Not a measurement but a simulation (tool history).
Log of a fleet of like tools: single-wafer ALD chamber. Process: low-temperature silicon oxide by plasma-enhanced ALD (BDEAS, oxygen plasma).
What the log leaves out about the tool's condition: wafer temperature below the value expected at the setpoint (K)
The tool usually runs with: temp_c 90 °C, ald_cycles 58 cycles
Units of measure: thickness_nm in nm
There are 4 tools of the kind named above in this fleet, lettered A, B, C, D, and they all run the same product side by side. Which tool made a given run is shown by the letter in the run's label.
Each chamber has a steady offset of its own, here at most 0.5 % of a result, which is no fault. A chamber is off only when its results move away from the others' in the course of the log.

run,hour,temp_c,ald_cycles,hours since the last thermocouple change,"read-back reference wafer on the same gauge, thickness_nm",thickness_nm
1A,3.9,90,58,1132.4,9.8014,8.6167
2B,8.0,90,58,862.5,9.8009,8.6338
3D,11.8,90,58,603.3,9.8051,8.5972
4C,16.2,90,58,1606.6,9.7988,8.6035
5C,21.1,97,50,1611.5,9.8023,7.2851
6D,24.7,97,50,616.2,9.7981,7.2259
7A,27.6,97,50,1156.1,9.7999,7.2364
8B,30.5,97,50,885.0,9.7968,7.2636
9B,36.0,90,58,890.5,9.7974,8.5902
10C,41.6,90,58,1632.0,9.7986,8.6328
11D,47.5,90,58,639.0,9.7953,8.6224
12A,53.4,90,58,1181.9,9.8038,8.6288
13C,56.9,90,58,1647.3,9.7983,8.6024
14B,62.8,90,58,917.3,9.8014,8.6020
15D,67.9,90,58,659.4,9.8063,8.6087
16A,70.9,90,58,1199.4,9.7990,8.5895
17C,75.8,90,58,1666.2,9.7941,8.6263
18A,79.9,78,62,1208.4,9.8005,9.6216
19B,85.0,78,62,939.5,9.7974,9.5805
20D,90.4,78,62,681.9,9.8004,9.5818
21D,95.5,78,62,687.0,9.8045,9.5258
22C,99.3,90,58,1689.7,9.7949,8.6247
23B,105.3,90,58,959.8,9.7992,8.6458
24A,110.4,90,58,1238.9,9.7983,8.6687
25B,115.3,90,58,969.8,9.8010,8.6174
26A,119.3,90,58,1247.8,9.7949,8.6922
27D,122.8,103,47,714.3,9.8037,6.6943
28C,127.1,103,47,1717.5,9.7976,6.7166
29B,130.8,103,47,985.3,9.7999,6.6890
30D,136.4,103,47,727.9,9.8011,6.6862
31A,139.0,90,58,1267.5,9.8027,8.7035
32C,144.8,90,58,1735.2,9.7987,8.6293
33A,150.6,90,58,1279.1,9.7982,8.6786
34B,156.0,90,58,1010.5,9.7977,8.6065
35D,158.8,90,58,750.3,9.8004,8.6178
36C,163.0,90,58,1753.4,9.7995,8.6631
37C,167.5,90,68,1757.9,9.8016,10.1480
38A,170.8,90,68,1299.3,9.7962,10.2150
39B,176.4,90,68,1030.9,9.7964,10.1180
40D,180.4,90,68,771.9,9.8002,10.0880
41C,184.6,90,58,1775.0,9.8044,8.6718
42B,188.7,90,58,1043.2,9.7958,8.6000
43A,191.7,90,58,1320.2,9.7989,8.7302
44D,196.6,90,58,788.1,9.8012,8.5891

Next, every chamber runs the same settings. What will each give?
45A,200.9,90,58,,,?
45B,200.9,90,58,,,?
45C,200.9,90,58,,,?
45D,200.9,90,58,,,?

run,thickness_nm
45A,8.7357
45B,8.6404
45C,8.6228
45D,8.5786

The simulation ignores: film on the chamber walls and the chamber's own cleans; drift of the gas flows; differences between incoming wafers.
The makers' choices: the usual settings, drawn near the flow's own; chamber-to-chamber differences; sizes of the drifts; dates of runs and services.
